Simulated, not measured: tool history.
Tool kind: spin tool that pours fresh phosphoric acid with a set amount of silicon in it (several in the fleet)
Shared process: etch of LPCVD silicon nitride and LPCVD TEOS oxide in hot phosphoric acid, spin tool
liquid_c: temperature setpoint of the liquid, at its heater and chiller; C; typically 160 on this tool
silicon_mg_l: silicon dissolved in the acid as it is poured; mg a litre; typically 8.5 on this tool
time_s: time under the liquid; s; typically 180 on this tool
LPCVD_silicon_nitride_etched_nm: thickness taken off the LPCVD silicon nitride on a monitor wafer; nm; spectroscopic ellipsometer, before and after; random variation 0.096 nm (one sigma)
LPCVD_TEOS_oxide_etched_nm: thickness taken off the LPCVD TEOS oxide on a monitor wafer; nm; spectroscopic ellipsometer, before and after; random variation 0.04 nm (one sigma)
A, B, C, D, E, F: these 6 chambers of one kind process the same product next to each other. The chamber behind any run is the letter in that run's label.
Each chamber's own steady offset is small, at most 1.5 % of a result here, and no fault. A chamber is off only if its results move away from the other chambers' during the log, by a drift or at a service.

run	day	liquid_c	silicon_mg_l	time_s	read-back film thickness of the LPCVD silicon nitride reference wafer, read on the same gauge (nm)	read-back film thickness of the LPCVD TEOS oxide reference wafer, read on the same gauge (nm)	LPCVD_silicon_nitride_etched_nm	LPCVD_TEOS_oxide_etched_nm
1E	0.429	160	8.5	180	40.001	109.97	15.91	0.70012
2C	0.629	160	8.5	180	40.023	110.02	15.948	0.6843
3B	0.871	160	8.5	180	39.944	110.01	15.931	0.73261
# day 1.004: chamber D: dissolved silicon flow meter replaced
# day 1.125: chamber A: heated supply line repaired
4A	1.15	160	8.5	180	39.989	110.02	15.712	0.6486
5D	1.479	160	8.5	180	39.982	110	15.942	0.71981
6F	1.721	160	8.5	180	39.997	110.03	15.98	0.67302
7E	1.917	160	8.5	180	39.986	110.02	15.823	0.63587
8A	2.112	160	8.5	180	40.002	110.02	15.822	0.69323
9C	2.483	160	4	180	39.96	109.98	16.117	0.73428
# day 2.508: chamber E: dissolved silicon flow meter replaced
10F	2.825	160	4	180	39.999	110.04	16.09	0.7665
11D	3.071	160	4	180	39.976	110.05	15.778	0.68272
12B	3.279	160	4	180	40.008	110.03	15.752	0.71998
13D	3.562	160	4	180	40.004	110.01	15.814	0.72176
14C	3.879	160	4	180	39.988	109.99	16.029	0.76912
15B	4.083	160	8.5	180	40.008	110	16.042	0.70627
16F	4.504	160	8.5	180	39.981	110.03	15.841	0.67891
17A	4.779	158	11.5	180	40.019	110.05	14.779	0.55741
18E	5.054	158	11.5	180	40.026	109.92	14.901	0.56491
19A	5.346	158	11.5	180	39.99	109.98	14.804	0.53808
20B	5.771	158	11.5	180	40.005	110.02	14.933	0.52888
21C	5.996	158	11.5	180	39.991	109.99	15.011	0.52467
22E	6.183	158	11.5	180	39.988	110.01	14.922	0.5662
23F	6.379	160	8.5	180	40.002	109.99	15.971	0.61481
24D	6.758	160	8.5	180	40.001	109.97	15.738	0.68474
25C	6.979	160	15.5	180	39.996	110.01	16.067	0.52764
26D	7.329	160	15.5	180	39.98	110.03	15.905	0.59416
27E	7.671	160	15.5	180	40.02	110.08	16.06	0.6467
28A	8.092	160	15.5	180	39.976	109.98	15.742	0.57173
29B	8.358	160	15.5	180	40.02	109.99	15.841	0.57286
30F	8.742	160	15.5	180	40.021	110.01	15.761	0.50092
31B	9.042	160	8.5	180	40.018	109.95	15.744	0.69777
32D	9.467	160	8.5	180	40.017	109.94	15.885	0.66449
33F	9.842	160	5.5	180	40.027	109.98	16.042	0.66002
34A	10.138	160	5.5	180	40.008	110.04	15.744	0.66498
35C	10.333	160	5.5	180	39.994	110.02	16.035	0.71748
36E	10.675	160	5.5	180	39.987	109.94	15.86	0.73378

For the next run the whole fleet of 6 chambers uses the same settings. Give each chamber's results:
37A	10.983	162.5	8.5	180			?	?
37B	10.983	162.5	8.5	180			?	?
37C	10.983	162.5	8.5	180			?	?
37D	10.983	162.5	8.5	180			?	?
37E	10.983	162.5	8.5	180			?	?
37F	10.983	162.5	8.5	180			?	?

run	LPCVD_silicon_nitride_etched_nm	LPCVD_TEOS_oxide_etched_nm
37A	17.299	0.73477
37B	17.211	0.83732
37C	17.333	0.7534
37D	17.278	0.72557
37E	17.267	0.82491
37F	17.456	0.82681
